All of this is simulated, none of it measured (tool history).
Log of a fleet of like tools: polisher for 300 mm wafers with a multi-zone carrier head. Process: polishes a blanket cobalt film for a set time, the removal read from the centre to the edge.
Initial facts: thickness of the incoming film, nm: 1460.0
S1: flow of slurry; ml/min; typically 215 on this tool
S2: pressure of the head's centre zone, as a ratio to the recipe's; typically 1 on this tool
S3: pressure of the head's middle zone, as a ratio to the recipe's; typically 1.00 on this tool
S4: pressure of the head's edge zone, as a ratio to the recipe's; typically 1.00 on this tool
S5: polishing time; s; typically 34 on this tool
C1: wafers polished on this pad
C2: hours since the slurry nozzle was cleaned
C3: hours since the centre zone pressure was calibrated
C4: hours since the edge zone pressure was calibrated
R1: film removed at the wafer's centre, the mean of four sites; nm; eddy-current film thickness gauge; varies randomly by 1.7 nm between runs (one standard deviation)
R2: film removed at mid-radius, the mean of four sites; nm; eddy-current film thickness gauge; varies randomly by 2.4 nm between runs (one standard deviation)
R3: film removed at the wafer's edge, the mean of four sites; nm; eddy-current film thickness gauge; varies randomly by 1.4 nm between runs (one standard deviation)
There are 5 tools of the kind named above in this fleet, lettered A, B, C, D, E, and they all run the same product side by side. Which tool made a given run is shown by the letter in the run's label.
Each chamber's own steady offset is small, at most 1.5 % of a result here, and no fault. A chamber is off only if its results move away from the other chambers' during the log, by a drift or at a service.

run   hour   S1  S2    S3    S4  S5    C1     C2      C3     C4      R1      R2      R3
       0.7  -- chamber D: worn pad replaced by a new one
       6.3  -- chamber E: worn pad replaced by a new one
 1E    6.5  215   1  1.00  1.00  34     4   99.5   682.4  413.6  192.34  199.89  193.95
      12.3  -- chamber B: slurry nozzle cleaned
 2B   16.7  215   1  1.00  1.00  34   992    4.5   331.4  208.4  193.10  192.62  192.44
      17.1  -- chamber D: edge zone pressure recalibrated
      18.0  -- chamber B: worn pad replaced by a new one
      23.9  -- chamber A: worn pad replaced by a new one
 3A   26.2  215   1  1.00  1.00  34    35  168.8  1589.6  121.3  191.09  190.08  192.79
 4D   32.7  215   1  1.00  1.00  34   487  134.7   831.8   15.6  193.46  192.71  194.39
      41.2  -- chamber A: centre zone pressure recalibrated
 5C   42.0  215   1  1.00  1.00  34  1026  381.2   236.2  635.5  190.83  194.66  192.55
      45.6  -- chamber C: worn pad replaced by a new one
      46.8  -- chamber E: edge zone pressure recalibrated
 6A   49.9  215   1  1.00  1.00  34   395  192.5     8.8  145.0  192.66  189.06  191.56
      59.5  -- chamber A: slurry nozzle cleaned
 7D   61.7  215   1  1.00  1.00  34   927  163.7   860.8   44.6  195.70  193.17  194.34
      62.7  -- chamber E: worn pad replaced by a new one
      71.9  -- chamber D: worn pad replaced by a new one
 8B   73.9  215   1  1.00  1.00  34   849   61.7   388.6  265.6  193.40  193.49  191.72
      75.7  -- chamber B: worn pad replaced by a new one
      79.8  -- chamber A: worn pad replaced by a new one
 9C   84.9  215   1  1.00  1.00  34   596  424.1   279.1  678.4  192.33  193.88  192.61
10E   97.6  215   1  1.00  1.00  34   531  190.6   773.5   50.9  193.06  195.41  191.79
     104.8  -- chamber C: worn pad replaced by a new one
11E  109.9  180   1  1.00  1.11  34   718  202.9   785.8   63.2  184.12  185.40  195.84
     111.8  -- chamber C: slurry nozzle cleaned
12A  120.5  180   1  1.00  1.11  34   618   61.0    79.4  215.6  181.04  186.31  198.52
     125.6  -- chamber B: edge zone pressure recalibrated
     128.9  -- chamber D: worn pad replaced by a new one
     129.5  -- chamber E: worn pad replaced by a new one
13C  130.3  180   1  1.00  1.11  34   387   18.6   324.5  723.8  185.31  188.22  198.91
14D  137.0  180   1  1.00  1.11  34   123  239.0   936.1  119.9  186.98  183.56  202.07
     137.5  -- chamber A: worn pad replaced by a new one
     141.5  -- chamber B: worn pad replaced by a new one
15B  143.9  180   1  1.00  1.11  34    37  131.7   458.6   18.3  186.11  190.57  202.17
     145.9  -- chamber C: centre zone pressure recalibrated
16A  154.8  215   1  1.00  1.00  34   263   95.3   113.7  249.9  189.77  191.08  193.12
     156.9  -- chamber D: centre zone pressure recalibrated
     166.2  -- chamber C: worn pad replaced by a new one
17B  168.1  215   1  1.00  1.00  34   404  155.9   482.8   42.5  191.74  189.72  192.52
18D  177.3  215   1  1.00  1.00  34   735  279.3    20.5  160.2  192.90  191.89  191.05
19C  190.2  215   1  1.00  1.00  34   364   78.5    44.3  783.7  173.39  189.53  194.22
     197.7  -- chamber D: worn pad replaced by a new one
     198.9  -- chamber E: worn pad replaced by a new one
20E  203.1  215   1  1.00  1.00  34    64  296.1   879.0  156.4  191.72  194.78  191.80
     204.7  -- chamber A: worn pad replaced by a new one
21C  210.6  215   1  1.00  1.00  34   674   98.9    64.7  804.1  174.42  195.95  192.77
     211.4  -- chamber B: worn pad replaced by a new one
22E  219.7  215   1  1.00  1.00  34   316  312.7   895.6  173.0  194.15  196.76  191.35
     220.6  -- chamber C: worn pad replaced by a new one
23B  233.9  215   1  1.00  1.00  34   342  221.7   548.6  108.3  193.64  192.84  190.58
24A  242.6  215   1  1.00  1.00  34   576  183.1   201.5  337.7  191.53  194.99  193.47
25D  249.2  215   1  0.96  0.95  34   783  351.2    92.4  232.1  192.14  185.07  188.12
     254.6  -- chamber E: worn pad replaced by a new one
26A  258.2  215   1  0.96  0.95  34   812  198.7   217.1  353.3  192.00  183.22  185.20
27E  268.9  215   1  0.96  0.95  34   217  361.9   944.8  222.2  194.38  185.50  185.80
     271.5  -- chamber D: worn pad replaced by a new one
     274.8  -- chamber B: worn pad replaced by a new one
28B  277.2  215   1  0.96  0.95  34    37  265.0   591.9  151.6  191.01  182.67  188.54
     281.3  -- chamber B: slurry nozzle cleaned
     289.3  -- chamber C: worn pad replaced by a new one
29D  291.9  215   1  0.96  0.95  34   310  393.9   135.1  274.8  191.00  189.26  189.76
30C  300.6  215   1  1.00  1.00  34   172  188.9   154.7  894.1  175.27  195.91  191.35
31D  308.2  215   1  1.00  1.00  34   558  410.2   151.4  291.1  193.59  193.67  192.12
32B  318.3  215   1  1.00  1.00  34   661   37.0   633.0  192.7  193.20  197.12  192.31

What goes on in this fleet: one chamber off, a drifting gauge, or nothing beyond the chambers' own small offsets? Name the chamber and the cause, if any.

Chamber C has stood off from the others ever since a service on it.
Likeliest cause: centre zone's pressure below its setpoint, % = 8.44.

Which of the 4 candidates below, each the usual settings with something changed and its results left as question marks, puts chamber C back in line with what the other chambers give on the usual settings?
In line here means within this much of the mean the other chambers give on the usual settings: R1 6.00 nm; R2 8.20 nm; R3 4.90 nm
33C-1  328.8  220  1.07  0.98  0.98  34                   ?   ?   ?
33C-2  328.8  215  1.03  0.99  0.99  34                   ?   ?   ?
33C-3  328.8  215  0.97  1.01  1.01  34                   ?   ?   ?
33C-4  328.8  210  0.93  1.02  1.02  34                   ?   ?   ?

Mean of the other chambers on the usual settings: R1 191.12 nm; R2 192.21 nm; R3 191.64 nm
  run      R1      R2      R3
33C-1  188.10  191.64  192.33
33C-2  179.81  192.89  192.88
33C-3  168.35  196.57  194.87
33C-4  160.12  197.77  195.39
Change 33C-1 lands the chamber within the allowed miss of the other chambers.

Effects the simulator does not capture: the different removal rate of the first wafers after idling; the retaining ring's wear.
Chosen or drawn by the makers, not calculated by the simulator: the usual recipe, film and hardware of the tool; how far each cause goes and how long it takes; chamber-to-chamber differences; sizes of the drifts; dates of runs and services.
